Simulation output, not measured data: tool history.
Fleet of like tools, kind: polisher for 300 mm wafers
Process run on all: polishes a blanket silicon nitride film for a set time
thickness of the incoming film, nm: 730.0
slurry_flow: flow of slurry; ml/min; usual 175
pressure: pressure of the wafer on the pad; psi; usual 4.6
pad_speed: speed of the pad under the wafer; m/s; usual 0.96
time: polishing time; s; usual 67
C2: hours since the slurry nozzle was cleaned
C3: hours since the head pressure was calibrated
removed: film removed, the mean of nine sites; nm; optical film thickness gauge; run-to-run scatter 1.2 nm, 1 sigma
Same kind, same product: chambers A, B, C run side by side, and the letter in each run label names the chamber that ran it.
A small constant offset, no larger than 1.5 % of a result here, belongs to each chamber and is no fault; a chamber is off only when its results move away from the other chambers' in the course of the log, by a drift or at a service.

Run 1C, hour 5.0: usual settings; wafers polished on this pad 279; C2 90.6; C3 181.5. Result: removed 143.540 nm.
Run 2A, hour 14.1: usual settings; wafers polished on this pad 508; C2 227.3; C3 131.9. Result: removed 145.740 nm.
Run 3B, hour 18.2: usual settings; wafers polished on this pad 1453; C2 62.2; C3 418.0. Result: removed 142.820 nm.
Run 4A, hour 27.0: usual settings; wafers polished on this pad 640; C2 240.2; C3 144.8. Result: removed 146.400 nm.
Run 5B, hour 32.0: usual settings; wafers polished on this pad 1595; C2 76.0; C3 431.8. Result: removed 142.770 nm.
Run 6C, hour 36.9: usual settings; wafers polished on this pad 606; C2 122.5; C3 213.4. Result: removed 143.230 nm.
At hour 38.1: chamber B: worn pad replaced by a new one.
Run 7B, hour 43.6: usual settings; wafers polished on this pad 56; C2 87.6; C3 443.4. Result: removed 143.380 nm.
Run 8C, hour 48.9: usual settings but slurry_flow 150 ml/min, pad_speed 1.16 m/s; wafers polished on this pad 729; C2 134.5; C3 225.4. Result: removed 164.160 nm.
Run 9A, hour 55.0: usual settings but slurry_flow 150 ml/min, pad_speed 1.16 m/s; wafers polished on this pad 927; C2 268.2; C3 172.8. Result: removed 162.710 nm.
Run 10C, hour 60.9: usual settings but slurry_flow 150 ml/min, pad_speed 1.16 m/s; wafers polished on this pad 852; C2 146.5; C3 237.4. Result: removed 164.220 nm.
Run 11B, hour 65.3: usual settings; wafers polished on this pad 279; C2 109.3; C3 465.1. Result: removed 143.750 nm.
Run 12A, hour 74.4: usual settings; wafers polished on this pad 1126; C2 287.6; C3 192.2. Result: removed 143.270 nm.
Run 13B, hour 80.6: usual settings; wafers polished on this pad 435; C2 124.6; C3 480.4. Result: removed 141.060 nm.
At hour 82.6: chamber C: worn pad replaced by a new one.
Run 14C, hour 85.1: usual settings; wafers polished on this pad 26; C2 170.7; C3 261.6. Result: removed 144.480 nm.
Run 15A, hour 92.1: usual settings; wafers polished on this pad 1307; C2 305.3; C3 209.9. Result: removed 140.990 nm.
Run 16B, hour 98.8: usual settings; wafers polished on this pad 622; C2 142.8; C3 498.6. Result: removed 141.640 nm.
At hour 101.7: chamber A: slurry nozzle cleaned.
Run 17A, hour 107.8: usual settings; wafers polished on this pad 1468; C2 6.1; C3 225.6. Result: removed 141.390 nm.
Run 18C, hour 116.3: usual settings; wafers polished on this pad 345; C2 201.9; C3 292.8. Result: removed 142.720 nm.
Run 19B, hour 121.0: usual settings; wafers polished on this pad 850; C2 165.0; C3 520.8. Result: removed 143.270 nm.
Run 20C, hour 125.3: usual settings; wafers polished on this pad 438; C2 210.9; C3 301.8. Result: removed 147.020 nm.
Run 21A, hour 132.6: usual settings; wafers polished on this pad 1722; C2 30.9; C3 250.4. Result: removed 137.720 nm.
Run 22B, hour 140.9: usual settings; wafers polished on this pad 1054; C2 184.9; C3 540.7. Result: removed 143.490 nm.
Run 23C, hour 150.0: usual settings; wafers polished on this pad 691; C2 235.6; C3 326.5. Result: removed 142.970 nm.
Run 24A, hour 154.6: usual settings; wafers polished on this pad 1948; C2 52.9; C3 272.4. Result: removed 134.570 nm.
Run 25C, hour 161.0: usual settings; wafers polished on this pad 804; C2 246.6; C3 337.5. Result: removed 144.170 nm.
Run 26A, hour 167.4: usual settings but pressure 3.5 psi, time 50 s; wafers polished on this pad 2079; C2 65.7; C3 285.2. Result: removed 75.797 nm.
At hour 173.3: chamber B: worn pad replaced by a new one.
Run 27B, hour 173.4: usual settings but pressure 3.5 psi, time 50 s; wafers polished on this pad 2; C2 217.4; C3 573.2. Result: removed 82.052 nm.
Run 28C, hour 179.9: usual settings but pressure 3.5 psi, time 50 s; wafers polished on this pad 998; C2 265.5; C3 356.4. Result: removed 81.944 nm.

Which is it: a chamber that has drifted or been left off by a service, a gauge drift common to all chambers, or only each chamber's usual small offset? If a chamber is off, name it and its likeliest cause.

One chamber, A, drifts off from the rest bit by bit.
What lies behind it: removal rate lost through wear of the pad, % = 9.07.
From this log alone, it may not be told apart from: head's pressure below its setpoint, %.

Below are 4 candidate recipes for chamber A's next run, each the usual settings with a change, their results shown as question marks. Which of them brings A's results back in line with what the other chambers give on the usual settings?
Counts as in line when no further than this from what the other chambers average on the usual settings: removed 4.300 nm
Run 29A-1, hour 186.5: usual settings but pad_speed 0.98 m/s, time 68 s. Result: removed ?.
Run 29A-2, hour 186.5: usual settings but pressure 4.8 psi, time 70 s. Result: removed ?.
Run 29A-3, hour 186.5: usual settings but time 66 s. Result: removed ?.
Run 29A-4, hour 186.5: usual settings but pressure 4.5 psi, pad_speed 0.94 m/s, time 65 s. Result: removed ?.

The mean the other chambers reach with the usual settings: removed 143.560 nm
  run  removed
29A-1  137.210
29A-2  145.060
29A-3  130.990
29A-4  124.050
Change 29A-2 lands the chamber within the allowed miss of the other chambers.
